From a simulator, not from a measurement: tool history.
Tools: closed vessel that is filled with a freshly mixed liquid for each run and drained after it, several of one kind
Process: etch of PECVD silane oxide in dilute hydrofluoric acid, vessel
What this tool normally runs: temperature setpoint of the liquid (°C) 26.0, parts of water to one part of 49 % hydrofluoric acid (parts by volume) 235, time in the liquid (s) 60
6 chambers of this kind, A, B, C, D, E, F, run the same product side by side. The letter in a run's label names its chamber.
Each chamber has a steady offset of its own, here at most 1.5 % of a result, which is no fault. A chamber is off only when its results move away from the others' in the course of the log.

run,hour,temperature setpoint of the liquid (°C),parts of water to one part of 49 % hydrofluoric acid (parts by volume),time in the liquid (s),"read-back film thickness of the PECVD silane oxide reference wafer, read on the same gauge (nm)",thickness taken off the PECVD silane oxide on a monitor wafer (Å)
1B,13.8,26.0,235,60,89.986,93.299
2D,23.0,26.0,235,60,90.005,91.943
3A,30.0,26.0,235,60,89.968,90.523
4E,42.5,26.0,235,60,89.961,90.576
5C,54.3,26.0,235,60,89.971,90.846
6F,62.0,28.5,330,60,89.988,63.698
7B,73.7,28.5,330,60,90.008,66.265
8E,82.0,28.5,330,60,90.009,62.987
9C,89.9,28.5,330,60,89.999,63.224
10A,99.5,28.5,330,60,90.041,63.193
# hour 105.2: chamber B: hydrofluoric acid flow meter replaced
11D,108.8,28.5,330,60,90.026,64.442
12F,122.9,26.0,235,60,89.989,91.359
13A,137.9,26.0,165,60,90.037,140.970
14B,151.0,26.0,165,60,89.999,141.360
15E,158.3,26.0,165,60,89.978,139.800
16D,167.2,26.0,165,60,90.017,140.970
17C,182.2,26.0,165,60,90.006,138.460
18F,190.6,26.0,165,60,90.012,143.340
# hour 193.0: chamber D: thermometer replaced
19B,204.2,26.0,235,60,90.007,92.486
20C,211.9,26.0,235,60,90.029,90.881
21F,222.7,28.5,235,60,89.988,101.700
22E,230.4,28.5,235,60,90.020,98.628
23A,245.7,28.5,235,60,90.019,98.614
24D,256.2,28.5,235,60,89.988,100.700
25F,263.7,28.5,235,60,89.977,102.040
26A,278.1,28.5,235,60,89.972,98.674
27E,293.5,26.0,235,60,90.010,90.239
28D,304.0,26.0,235,60,90.006,91.587
29B,310.9,26.0,235,60,89.999,92.547
30C,323.4,26.0,235,60,89.989,90.393
31B,333.5,26.0,235,60,89.989,92.660
32C,342.6,26.0,130,30,90.005,93.309
33E,353.1,26.0,130,30,90.026,92.730
34D,367.3,26.0,130,30,89.982,93.470
35A,376.7,26.0,130,30,89.993,92.578
36F,391.5,26.0,130,30,89.977,97.986
37D,404.8,26.0,130,30,89.972,93.255
38C,419.6,26.0,235,60,90.031,89.711
39E,431.6,26.0,235,60,90.022,91.050
40F,445.6,26.0,235,60,90.032,97.612

Each of the 6 chambers runs these same settings next. Fill in every chamber's results:
41A,456.9,26.0,235,75,,?
41B,456.9,26.0,235,75,,?
41C,456.9,26.0,235,75,,?
41D,456.9,26.0,235,75,,?
41E,456.9,26.0,235,75,,?
41F,456.9,26.0,235,75,,?

run,thickness taken off the PECVD silane oxide on a monitor wafer (Å)
41A,113.430
41B,116.420
41C,112.950
41D,114.430
41E,113.660
41F,121.880
